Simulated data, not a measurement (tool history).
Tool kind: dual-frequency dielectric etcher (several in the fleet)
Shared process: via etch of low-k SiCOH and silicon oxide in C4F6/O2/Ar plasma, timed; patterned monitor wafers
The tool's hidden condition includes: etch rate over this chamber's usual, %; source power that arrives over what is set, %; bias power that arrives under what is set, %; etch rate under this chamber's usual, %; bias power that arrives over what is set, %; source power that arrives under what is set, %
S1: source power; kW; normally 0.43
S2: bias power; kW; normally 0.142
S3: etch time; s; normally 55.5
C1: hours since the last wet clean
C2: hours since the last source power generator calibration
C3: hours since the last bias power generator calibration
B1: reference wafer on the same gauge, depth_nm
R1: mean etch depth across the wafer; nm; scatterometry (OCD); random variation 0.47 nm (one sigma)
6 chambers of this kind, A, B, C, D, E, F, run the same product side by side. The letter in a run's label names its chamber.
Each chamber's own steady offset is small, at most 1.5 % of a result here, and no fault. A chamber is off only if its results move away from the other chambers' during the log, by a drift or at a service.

run,hour,S1,S2,S3,C1,C2,C3,B1,R1
1F,13.5,0.43,0.142,55.5,193.9,2201.9,1006.3,154.99,149.63
2E,25.5,0.43,0.142,55.5,545.3,4119.7,1110.2,155.01,148.71
3C,40.7,0.43,0.142,55.5,43.2,640.6,2856,154.99,148
# hour 48.5: chamber F: source power generator calibrated
# hour 48.8: chamber E: wet clean of the chamber
4B,51.1,0.43,0.142,55.5,523.6,1136.3,1261.9,154.95,148.7
5A,65.6,0.43,0.142,55.5,177.6,926.4,1878.1,155.03,150.19
6D,78.5,0.43,0.142,55.5,139.3,326.7,2116.9,154.98,146.89
7F,86.9,0.43,0.142,55.5,267.3,38.4,1079.7,155.07,149.98
8E,95.3,0.43,0.164,55.5,46.6,4189.5,1180,154.98,155.56
9C,107.3,0.43,0.164,55.5,109.8,707.2,2922.6,155,154.88
10D,120.2,0.43,0.164,55.5,181,368.4,2158.6,154.97,153.71
11A,132.3,0.43,0.164,55.5,244.3,993.1,1944.8,155.02,156.36
12B,143.3,0.43,0.164,55.5,615.8,1228.5,1354.1,155.08,155.67
# hour 153.4: chamber E: source power generator calibrated
13C,156.6,0.43,0.164,55.5,159.1,756.5,2971.9,154.89,154.68
# hour 165.3: chamber B: wet clean of the chamber
14E,170.2,0.43,0.142,55.5,121.5,16.9,1254.9,155.09,148.77
15A,185.1,0.53,0.159,55.5,297.1,1045.9,1997.6,154.94,167.58
16B,191.8,0.53,0.159,55.5,26.5,1277,1402.6,155.03,161.39
# hour 195: chamber F: wet clean of the chamber
17D,200.8,0.53,0.159,55.5,261.6,449,2239.2,154.99,165.22
18F,215.7,0.53,0.159,55.5,20.8,167.2,1208.5,155.06,168.15
19B,226.3,0.53,0.159,55.5,61,1311.5,1437.1,154.94,162.45
20C,236.7,0.53,0.159,55.5,239.2,836.6,3052,154.98,166.49
21F,251.5,0.43,0.142,55.5,56.6,203,1244.3,154.96,149.34
22A,265.6,0.43,0.142,55.5,377.6,1126.4,2078.1,155.06,150.27
23E,276.8,0.43,0.142,55.5,228.1,123.5,1361.5,154.98,149.1
24D,290,0.43,0.142,55.5,350.8,538.2,2328.4,154.96,146.3
25E,302,0.43,0.142,55.5,253.3,148.7,1386.7,155.07,148.15
# hour 306.8: chamber A: wet clean of the chamber
26D,309.4,0.43,0.142,55.5,370.2,557.6,2347.8,154.97,148.32
27A,321.3,0.43,0.142,55.5,14.5,1182.1,2133.8,154.94,149.54
28C,332.6,0.33,0.142,55.5,335.1,932.5,3147.9,154.89,133.71
29F,342,0.33,0.142,55.5,147.1,293.5,1334.8,155.03,134.78
30B,357.2,0.33,0.142,55.5,191.9,1442.4,1568,154.87,129.51
31C,367.8,0.33,0.142,55.5,370.3,967.7,3183.1,154.9,133.38
32E,376.6,0.33,0.142,55.5,327.9,223.3,1461.3,154.92,133.1
33D,386.5,0.33,0.142,55.5,447.3,634.7,2424.9,155.01,133.35
34F,394.3,0.43,0.142,55.5,199.4,345.8,1387.1,155.02,149.18
35A,401.3,0.43,0.142,55.5,94.5,1262.1,2213.8,154.98,149.37
36B,411.2,0.43,0.142,55.5,245.9,1496.4,1622,154.91,144.44
37B,424.4,0.43,0.142,55.5,259.1,1509.6,1635.2,154.95,144.08
38A,438.6,0.43,0.142,55.5,131.8,1299.4,2251.1,154.98,149.68
# hour 438.7: chamber E: bias power generator calibrated
39E,445.3,0.43,0.142,55.5,396.6,292,6.6,155.13,148.98
40F,455.1,0.43,0.142,55.5,260.2,406.6,1447.9,154.97,149.69

Read the log: is a single chamber off, either drifting away or since a service, is the gauge that measures every chamber drifting, or is nothing wrong beyond small per-chamber offsets? Name any odd chamber and what most likely caused it.

A service left chamber B off against the others.
Likeliest cause: etch rate under this chamber's usual, % = 2.98.

Here are 4 candidates for chamber B's next run, each the usual settings with a change, their results left as question marks. Which one brings its results back in line with what the others give on the usual settings?
In line means no further than this from the other chambers' mean on the usual settings: R1 1.6 nm
41B-1,466.1,0.44,0.144,55.5,,,,,?
41B-2,466.1,0.43,0.141,54,,,,,?
41B-3,466.1,0.43,0.143,57,,,,,?
41B-4,466.1,0.43,0.142,55,,,,,?

Other chambers, usual settings, mean: R1 148.65 nm
run,R1
41B-1,146.59
41B-2,140.46
41B-3,148.88
41B-4,143.36
With 41B-3, the chamber falls back in line with the rest.
